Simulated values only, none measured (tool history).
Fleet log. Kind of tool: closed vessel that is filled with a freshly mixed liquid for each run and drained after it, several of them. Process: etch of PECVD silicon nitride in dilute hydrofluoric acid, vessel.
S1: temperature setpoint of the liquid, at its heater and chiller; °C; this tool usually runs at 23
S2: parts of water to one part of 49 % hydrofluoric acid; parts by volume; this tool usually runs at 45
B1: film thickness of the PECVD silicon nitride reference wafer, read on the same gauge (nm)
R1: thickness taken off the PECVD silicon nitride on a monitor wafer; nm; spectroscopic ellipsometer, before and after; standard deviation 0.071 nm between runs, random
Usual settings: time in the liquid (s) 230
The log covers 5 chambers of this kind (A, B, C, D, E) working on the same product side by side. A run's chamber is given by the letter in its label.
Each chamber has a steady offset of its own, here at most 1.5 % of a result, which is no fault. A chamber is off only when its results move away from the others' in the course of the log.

Run 1A, hour 9.9: usual settings; B1 140.01. Result: R1 13.589 nm.
Run 2C, hour 22.5: usual settings; B1 140. Result: R1 13.666 nm.
Run 3D, hour 35.3: usual settings; B1 140.02. Result: R1 14.019 nm.
Run 4E, hour 43.6: usual settings; B1 140. Result: R1 13.749 nm.
Run 5B, hour 51.5: usual settings; B1 140.02. Result: R1 13.77 nm.
Run 6D, hour 63.1: usual settings but time in the liquid (s) 110; B1 140. Result: R1 6.6583 nm.
Run 7E, hour 73.4: usual settings but time in the liquid (s) 110; B1 139.98. Result: R1 6.5699 nm.
Run 8A, hour 86: usual settings but time in the liquid (s) 110; B1 140. Result: R1 6.5995 nm.
Run 9B, hour 96.8: usual settings but time in the liquid (s) 110; B1 140.01. Result: R1 6.6096 nm.
Run 10C, hour 107.5: usual settings but time in the liquid (s) 110; B1 139.98. Result: R1 6.482 nm.
At hour 114.1: chamber D: hydrofluoric acid flow meter replaced.
Run 11D, hour 115.7: usual settings; B1 140.01. Result: R1 13.918 nm.
Run 12E, hour 122.2: usual settings; B1 140.02. Result: R1 13.924 nm.
Run 13A, hour 135: usual settings; B1 140.02. Result: R1 13.721 nm.
Run 14B, hour 144.9: usual settings; B1 139.98. Result: R1 13.945 nm.
Run 15C, hour 158.1: usual settings; B1 140.01. Result: R1 13.748 nm.
Run 16D, hour 169.9: usual settings; B1 139.99. Result: R1 13.948 nm.
Run 17B, hour 182.5: usual settings; B1 140.03. Result: R1 14.145 nm.
Run 18E, hour 190: usual settings; B1 139.99. Result: R1 13.736 nm.
Run 19C, hour 202: usual settings; B1 139.99. Result: R1 13.7 nm.
Run 20A, hour 211.9: usual settings; B1 139.99. Result: R1 13.848 nm.
Run 21B, hour 219.9: usual settings; B1 139.99. Result: R1 14.251 nm.
Run 22E, hour 227.5: usual settings; B1 139.98. Result: R1 13.816 nm.
Run 23C, hour 235.5: usual settings but S1 26 °C, time in the liquid (s) 285; B1 140.04. Result: R1 20.655 nm.
Run 24A, hour 249.6: usual settings but S1 26 °C, time in the liquid (s) 285; B1 140.01. Result: R1 20.747 nm.
Run 25D, hour 263.2: usual settings but S1 26 °C, time in the liquid (s) 285; B1 139.99. Result: R1 21.156 nm.
Run 26E, hour 273.4: usual settings but S1 26 °C, time in the liquid (s) 285; B1 139.99. Result: R1 21.065 nm.
Run 27A, hour 282.6: usual settings but S1 26 °C, time in the liquid (s) 285; B1 139.99. Result: R1 20.63 nm.
Run 28C, hour 289.3: usual settings; B1 139.98. Result: R1 13.779 nm.
Run 29D, hour 299.3: usual settings; B1 140.02. Result: R1 13.995 nm.
At hour 305.7: chamber B: hydrofluoric acid flow meter replaced.
Run 30B, hour 312.1: usual settings; B1 139.98. Result: R1 14.535 nm.
Run 31B, hour 320.2: usual settings; B1 139.99. Result: R1 14.59 nm.
Run 32A, hour 332.8: usual settings but time in the liquid (s) 95; B1 140.03. Result: R1 5.6389 nm.
At hour 335.9: chamber E: hydrofluoric acid flow meter replaced.
Run 33C, hour 344.4: usual settings but time in the liquid (s) 95; B1 139.99. Result: R1 5.6647 nm.
Run 34E, hour 351.9: usual settings but time in the liquid (s) 95; B1 139.95. Result: R1 5.6777 nm.
Run 35D, hour 360.1: usual settings but time in the liquid (s) 95; B1 140. Result: R1 5.7502 nm.
Run 36E, hour 367.7: usual settings but time in the liquid (s) 95; B1 140. Result: R1 5.6515 nm.
Run 37A, hour 382.1: usual settings; B1 140. Result: R1 13.696 nm.
Run 38D, hour 390.7: usual settings; B1 140.01. Result: R1 14.004 nm.
Run 39B, hour 398.8: usual settings; B1 140. Result: R1 14.705 nm.

Next, every chamber runs the same settings. What will each give?
Run 40A, hour 409.2: usual settings but S1 20 °C. Result: R1 ?.
Run 40B, hour 409.2: usual settings but S1 20 °C. Result: R1 ?.
Run 40C, hour 409.2: usual settings but S1 20 °C. Result: R1 ?.
Run 40D, hour 409.2: usual settings but S1 20 °C. Result: R1 ?.
Run 40E, hour 409.2: usual settings but S1 20 °C. Result: R1 ?.

run      R1
40A  11.206
40B  12.061
40C  11.189
40D  11.335
40E  11.124
